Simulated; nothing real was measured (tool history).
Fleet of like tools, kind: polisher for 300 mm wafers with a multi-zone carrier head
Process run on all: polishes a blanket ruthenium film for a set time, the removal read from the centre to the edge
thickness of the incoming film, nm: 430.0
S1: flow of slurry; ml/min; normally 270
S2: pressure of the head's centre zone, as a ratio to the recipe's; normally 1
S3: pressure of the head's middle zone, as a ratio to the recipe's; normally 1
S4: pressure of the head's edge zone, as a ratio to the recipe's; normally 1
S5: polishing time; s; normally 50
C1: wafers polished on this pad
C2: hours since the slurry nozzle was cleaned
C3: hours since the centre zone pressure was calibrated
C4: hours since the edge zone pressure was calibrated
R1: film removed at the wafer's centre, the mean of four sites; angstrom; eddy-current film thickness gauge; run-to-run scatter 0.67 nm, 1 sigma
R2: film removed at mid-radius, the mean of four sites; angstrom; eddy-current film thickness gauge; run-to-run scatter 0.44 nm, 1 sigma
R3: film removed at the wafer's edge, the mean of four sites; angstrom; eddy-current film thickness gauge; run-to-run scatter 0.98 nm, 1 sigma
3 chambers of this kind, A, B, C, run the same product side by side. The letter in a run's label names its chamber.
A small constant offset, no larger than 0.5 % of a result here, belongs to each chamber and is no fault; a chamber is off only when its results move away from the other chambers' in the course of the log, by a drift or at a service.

run,hour,S1,S2,S3,S4,S5,C1,C2,C3,C4,R1,R2,R3
# hour 2.3: chamber B: worn pad replaced by a new one
1A,3.9,270,1,1,1,50,765,216.1,1197,1093.7,704.94,701.45,697.95
2C,8.7,270,1,1,1,50,236,526.4,832.2,527,704.86,706.12,679.41
3B,12.3,270,1,1,1,50,170,294.6,46.4,1567.6,700.23,705.87,711.32
# hour 13.8: chamber B: slurry nozzle cleaned
# hour 16.8: chamber A: worn pad replaced by a new one
4C,17.5,270,1,1,1,50,385,535.2,841,535.8,716.84,700.96,713.13
5A,23.1,270,1,1,1,50,107,235.3,1216.2,1112.9,704.26,700.29,715.5
# hour 24.1: chamber C: slurry nozzle cleaned
6B,28.3,270,1,1,1,50,441,14.5,62.4,1583.6,704.73,714.52,688.18
7C,30.8,270,1,1,1,50,611,6.8,854.3,549.1,706.77,703.11,687.73
8A,33.2,270,1,1,1,50,278,245.4,1226.3,1123,701.74,701.34,695.79
9B,37,270,1,1,1,50,589,23.2,71.1,1592.3,702.17,707.14,699.58
10B,42.6,270,1,1,1,50,684,28.8,76.7,1597.9,715.27,706.8,699.16
11A,47.1,270,1,1,1,50,514,259.3,1240.2,1136.9,705.84,697.33,703.54
12C,49.7,270,1,1,1,50,931,25.7,873.2,568,713.39,705.38,703.25
13C,52.8,270,1,1,1,50,984,28.8,876.3,571.1,709.35,697.91,689.4
# hour 54.6: chamber B: worn pad replaced by a new one
# hour 55.1: chamber C: worn pad replaced by a new one
14A,57.5,270,1.05,1,1,50,690,269.7,1250.6,1147.3,745.88,705.3,706.29
15B,60.2,270,1.05,1,1,50,95,46.4,94.3,1615.5,755.81,708.31,690.06
# hour 62.4: chamber A: slurry nozzle cleaned
# hour 63.1: chamber A: centre zone pressure recalibrated
16A,65,270,1.05,1,1,50,818,2.7,1.9,1154.8,747.98,699.57,700.27
17C,70.6,270,1,1,1,58,263,46.6,894.1,588.9,821.91,825,819.15
18B,76.2,270,1,1,1,58,366,62.4,110.3,1631.5,826.83,820.97,818.64
# hour 78: chamber A: worn pad replaced by a new one
19A,79.1,270,1,1,1,58,18,16.8,16,1168.9,829.62,817.71,814.33
20C,82.2,270,1,1,1,39,460,58.2,905.7,600.5,551.31,546.1,556.7
21B,84.6,270,1,1,1,39,508,70.8,118.7,1639.9,559.2,550.54,549.66
22C,89.5,270,1,1,1,39,584,65.5,913,607.8,557.36,547.53,549.71
23A,93.3,270,1,1,1,50,259,31,30.2,1183.1,703.7,706.69,714.81
24B,95.9,270,1,1,1,50,700,82.1,130,1651.2,717.35,705.3,705.42
25B,100.6,270,1,1,1,50,780,86.8,134.7,1655.9,712.24,707.35,696.63
26A,103.1,205,1,1,1,50,425,40.8,40,1192.9,673.13,680.4,683.95
# hour 107.5: chamber B: edge zone pressure recalibrated
27C,108.6,205,1,1,1,50,908,84.6,932.1,626.9,675.94,682.87,687.73
28A,113.1,205,1,1,1,50,595,50.8,50,1202.9,666.25,682.58,672.3
# hour 116.2: chamber C: worn pad replaced by a new one
# hour 118: chamber B: worn pad replaced by a new one
29B,118.3,270,1,1,1,50,6,104.5,152.4,10.9,708.3,706.81,707.61
# hour 120.3: chamber C: edge zone pressure recalibrated
30C,122.3,270,1,1,1,50,103,98.3,945.8,2,702.08,704.68,692.48

The same settings go to every chamber for the next run, one line per chamber below. Forecast the results for each:
31A,126.3,270,1,1,1,50,,,,,?,?,?
31B,126.3,270,1,1,1,50,,,,,?,?,?
31C,126.3,270,1,1,1,50,,,,,?,?,?

run,R1,R2,R3
31A,695.3,706.79,698.29
31B,708.71,709.11,691.87
31C,707.24,707.98,711.49
